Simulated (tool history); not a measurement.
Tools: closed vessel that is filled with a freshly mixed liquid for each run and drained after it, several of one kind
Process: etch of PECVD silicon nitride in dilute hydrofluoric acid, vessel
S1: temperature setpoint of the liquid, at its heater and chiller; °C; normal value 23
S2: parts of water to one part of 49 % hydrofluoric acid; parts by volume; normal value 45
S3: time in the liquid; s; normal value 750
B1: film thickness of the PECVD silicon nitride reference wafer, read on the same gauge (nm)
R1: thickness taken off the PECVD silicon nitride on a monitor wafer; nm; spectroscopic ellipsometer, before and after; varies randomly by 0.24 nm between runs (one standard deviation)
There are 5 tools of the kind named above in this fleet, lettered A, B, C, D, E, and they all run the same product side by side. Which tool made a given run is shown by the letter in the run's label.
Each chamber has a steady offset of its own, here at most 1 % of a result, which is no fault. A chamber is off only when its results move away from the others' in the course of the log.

run 1D hour=8.9 | S1=23 S2=45 S3=750 | B1=90.009 | R1=26.095
run 2A hour=21.3 | S1=23 S2=45 S3=750 | B1=89.995 | R1=26.416
run 3E hour=32.7 | S1=23 S2=45 S3=750 | B1=90.014 | R1=26.328
run 4C hour=42.7 | S1=23 S2=45 S3=750 | B1=90.004 | R1=26.647
run 5B hour=48.3 | S1=23 S2=45 S3=750 | B1=90.011 | R1=26.349
run 6D hour=56.3 | S1=23 S2=45 S3=750 | B1=90.011 | R1=26.513
run 7A hour=64 | S1=23 S2=45 S3=750 | B1=89.998 | R1=25.819
run 8E hour=75.9 | S1=23 S2=45 S3=750 | B1=89.989 | R1=26.195
run 9C hour=84.9 | S1=23 S2=45 S3=750 | B1=90.019 | R1=25.916
run 10B hour=92.3 | S1=23 S2=45 S3=750 | B1=90.002 | R1=25.943
run 11C hour=102.2 | S1=23 S2=45 S3=750 | B1=89.983 | R1=25.9
run 12D hour=112.6 | S1=23 S2=45 S3=750 | B1=89.987 | R1=26.374
run 13E hour=119.6 | S1=23 S2=45 S3=750 | B1=89.985 | R1=26.107
run 14B hour=130.1 | S1=23 S2=45 S3=750 | B1=90.02 | R1=26.496
run 15A hour=137.3 | S1=23 S2=45 S3=750 | B1=90.019 | R1=25.418
run 16A hour=147.9 | S1=23 S2=45 S3=750 | B1=89.981 | R1=25.021
run 17C hour=154.1 | S1=21.5 S2=45 S3=900 | B1=90.013 | R1=28.38
run 18E hour=165.9 | S1=21.5 S2=45 S3=900 | B1=89.989 | R1=28.672
run 19B hour=172.6 | S1=21.5 S2=45 S3=900 | B1=89.993 | R1=28.381
run 20D hour=180.8 | S1=21.5 S2=45 S3=900 | B1=89.982 | R1=28.654
run 21D hour=192.7 | S1=21.5 S2=45 S3=900 | B1=90 | R1=28.109
run 22A hour=198.7 | S1=23 S2=45 S3=750 | B1=89.983 | R1=24.655
run 23B hour=205.7 | S1=23 S2=45 S3=750 | B1=90.007 | R1=25.878
run 24C hour=213.9 | S1=23 S2=45 S3=750 | B1=90.022 | R1=26.247
run 25E hour=219.7 | S1=23 S2=45 S3=750 | B1=89.992 | R1=26.423
run 26B hour=225.9 | S1=23 S2=45 S3=750 | B1=90.015 | R1=26.221
run 27C hour=235.3 | S1=23 S2=45 S3=750 | B1=90 | R1=26.359
run 28D hour=241.4 | S1=23 S2=45 S3=750 | B1=89.998 | R1=26.219
run 29E hour=247.2 | S1=23 S2=45 S3=750 | B1=90 | R1=26.082
run 30A hour=258.9 | S1=23 S2=45 S3=750 | B1=89.987 | R1=24.207
run 31B hour=266.2 | S1=23 S2=45 S3=750 | B1=89.995 | R1=26.224

The same settings go to every chamber for the next run, one line per chamber below. Forecast the results for each:
run 32A hour=275.2 | S1=23 S2=45 S3=495 | R1=?
run 32B hour=275.2 | S1=23 S2=45 S3=495 | R1=?
run 32C hour=275.2 | S1=23 S2=45 S3=495 | R1=?
run 32D hour=275.2 | S1=23 S2=45 S3=495 | R1=?
run 32E hour=275.2 | S1=23 S2=45 S3=495 | R1=?

run=32A R1=15.479
run=32B R1=17.532
run=32C R1=17.51
run=32D R1=17.398
run=32E R1=17.169
